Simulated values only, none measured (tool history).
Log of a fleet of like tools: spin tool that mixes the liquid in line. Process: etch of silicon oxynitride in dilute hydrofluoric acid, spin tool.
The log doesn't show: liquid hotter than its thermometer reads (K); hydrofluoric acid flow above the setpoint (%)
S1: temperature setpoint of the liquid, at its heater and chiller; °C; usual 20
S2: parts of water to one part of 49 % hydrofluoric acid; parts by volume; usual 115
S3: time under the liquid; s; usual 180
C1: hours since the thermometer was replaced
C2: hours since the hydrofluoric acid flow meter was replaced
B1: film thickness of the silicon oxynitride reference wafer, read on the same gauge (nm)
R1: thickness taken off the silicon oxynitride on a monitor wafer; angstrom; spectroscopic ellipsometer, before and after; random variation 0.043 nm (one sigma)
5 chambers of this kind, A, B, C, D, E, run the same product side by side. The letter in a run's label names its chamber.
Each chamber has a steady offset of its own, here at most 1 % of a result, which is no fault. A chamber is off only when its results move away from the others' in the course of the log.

{"run": "1E", "hour": 8.4, "S1": 20, "S2": 115, "S3": 180, "C1": 1955.2, "C2": 960.9, "B1": 49.992, "R1": 44.606}
{"run": "2D", "hour": 13.3, "S1": 20, "S2": 115, "S3": 180, "C1": 505.5, "C2": 932.1, "B1": 49.95, "R1": 43.849}
{"run": "3C", "hour": 23.0, "S1": 20, "S2": 115, "S3": 180, "C1": 1752.2, "C2": 1011.8, "B1": 50.054, "R1": 42.594}
{"run": "4A", "hour": 28.7, "S1": 20, "S2": 115, "S3": 180, "C1": 1586.8, "C2": 522.3, "B1": 50.056, "R1": 43.437}
{"run": "5B", "hour": 35.2, "S1": 20, "S2": 115, "S3": 180, "C1": 1429.6, "C2": 613.7, "B1": 49.998, "R1": 43.806}
{"run": "6C", "hour": 42.2, "S1": 20, "S2": 115, "S3": 180, "C1": 1771.4, "C2": 1031, "B1": 49.972, "R1": 43.842}
{"run": "7A", "hour": 51.5, "S1": 20, "S2": 115, "S3": 180, "C1": 1609.6, "C2": 545.1, "B1": 49.976, "R1": 43.836}
{"run": "8B", "hour": 57.8, "S1": 20, "S2": 115, "S3": 180, "C1": 1452.2, "C2": 636.3, "B1": 49.978, "R1": 44.734}
{"run": "9D", "hour": 67.1, "S1": 20, "S2": 115, "S3": 180, "C1": 559.3, "C2": 985.9, "B1": 50.001, "R1": 43.284}
{"run": "10E", "hour": 75.9, "S1": 20, "S2": 115, "S3": 180, "C1": 2022.7, "C2": 1028.4, "B1": 50.024, "R1": 44.63}
{"run": "11C", "hour": 85.0, "S1": 20, "S2": 115, "S3": 180, "C1": 1814.2, "C2": 1073.8, "B1": 49.982, "R1": 43.413}
{"run": "12A", "hour": 91.7, "S1": 20, "S2": 115, "S3": 180, "C1": 1649.8, "C2": 585.3, "B1": 49.98, "R1": 43.272}
{"run": "13B", "hour": 97.2, "S1": 20, "S2": 115, "S3": 180, "C1": 1491.6, "C2": 675.7, "B1": 49.963, "R1": 45.578}
{"run": "14E", "hour": 104.7, "S1": 20, "S2": 115, "S3": 180, "C1": 2051.5, "C2": 1057.2, "B1": 50.014, "R1": 43.311}
{"run": "15D", "hour": 112.9, "S1": 20, "S2": 115, "S3": 240, "C1": 605.1, "C2": 1031.7, "B1": 49.984, "R1": 58.723}
{"run": "16A", "hour": 123.6, "S1": 20, "S2": 115, "S3": 240, "C1": 1681.7, "C2": 617.2, "B1": 50.005, "R1": 58.085}
{"run": "17D", "hour": 132.0, "S1": 20, "S2": 115, "S3": 240, "C1": 624.2, "C2": 1050.8, "B1": 49.97, "R1": 57.905}
{"run": "18E", "hour": 141.1, "S1": 20, "S2": 115, "S3": 240, "C1": 2087.9, "C2": 1093.6, "B1": 49.996, "R1": 58.544}
{"run": "19C", "hour": 150.8, "S1": 20, "S2": 115, "S3": 240, "C1": 1880, "C2": 1139.6, "B1": 50.007, "R1": 58.057}
{"run": "20B", "hour": 158.6, "S1": 17.5, "S2": 115, "S3": 180, "C1": 1553, "C2": 737.1, "B1": 49.998, "R1": 41.038}
{"run": "21E", "hour": 164.0, "S1": 17.5, "S2": 115, "S3": 180, "C1": 2110.8, "C2": 1116.5, "B1": 49.997, "R1": 38.421}
{"run": "22B", "hour": 170.2, "S1": 17.5, "S2": 115, "S3": 180, "C1": 1564.6, "C2": 748.7, "B1": 50.017, "R1": 42.374}
{"run": "23C", "hour": 177.5, "S1": 17.5, "S2": 115, "S3": 180, "C1": 1906.7, "C2": 1166.3, "B1": 49.993, "R1": 38.086}
{"hour": 182.3, "done": "chamber C: hydrofluoric acid flow meter replaced"}
{"run": "24A", "hour": 188.0, "S1": 17.5, "S2": 115, "S3": 180, "C1": 1746.1, "C2": 681.6, "B1": 50.059, "R1": 39.162}
{"run": "25D", "hour": 199.1, "S1": 20, "S2": 115, "S3": 180, "C1": 691.3, "C2": 1117.9, "B1": 49.985, "R1": 43.593}
{"run": "26C", "hour": 210.1, "S1": 20, "S2": 115, "S3": 180, "C1": 1939.3, "C2": 27.9, "B1": 49.947, "R1": 44.117}
{"run": "27D", "hour": 218.2, "S1": 20, "S2": 115, "S3": 180, "C1": 710.4, "C2": 1137, "B1": 49.986, "R1": 43.794}
{"run": "28B", "hour": 229.4, "S1": 20, "S2": 115, "S3": 180, "C1": 1623.8, "C2": 807.9, "B1": 50.032, "R1": 49.135}
{"run": "29E", "hour": 239.5, "S1": 20, "S2": 115, "S3": 180, "C1": 2186.3, "C2": 1192, "B1": 50.019, "R1": 43.996}
{"run": "30A", "hour": 244.6, "S1": 20, "S2": 115, "S3": 180, "C1": 1802.7, "C2": 738.2, "B1": 50.014, "R1": 42.957}

Is one chamber off against the others, does the gauge drift, or is nothing wrong? If a chamber is off, say which, and what the likeliest cause is.

Chamber B drifts away from the others.
Cause: hydrofluoric acid flow above the setpoint (%) = 11.9.
The log may not tell that from: liquid hotter than its thermometer reads (K).

Here are 4 candidates for chamber B's next run, each the usual settings with a change, their results left as question marks. Which one brings its results back in line with what the others give on the usual settings?
In line means no further than this from the other chambers' mean on the usual settings: R1 1.5 angstrom
{"run": "31B-1", "hour": 252.7, "S1": 19, "S2": 140, "S3": 180, "R1": "?"}
{"run": "31B-2", "hour": 252.7, "S1": 20.5, "S2": 115, "S3": 200, "R1": "?"}
{"run": "31B-3", "hour": 252.7, "S1": 25, "S2": 115, "S3": 180, "R1": "?"}
{"run": "31B-4", "hour": 252.7, "S1": 20, "S2": 130, "S3": 180, "R1": "?"}

The other chambers' mean on the usual settings: R1 43.687 angstrom
run=31B-1 R1=37.898
run=31B-2 R1=56.185
run=31B-3 R1=62.701
run=31B-4 R1=43.158
31B-4 brings the chamber back in line.
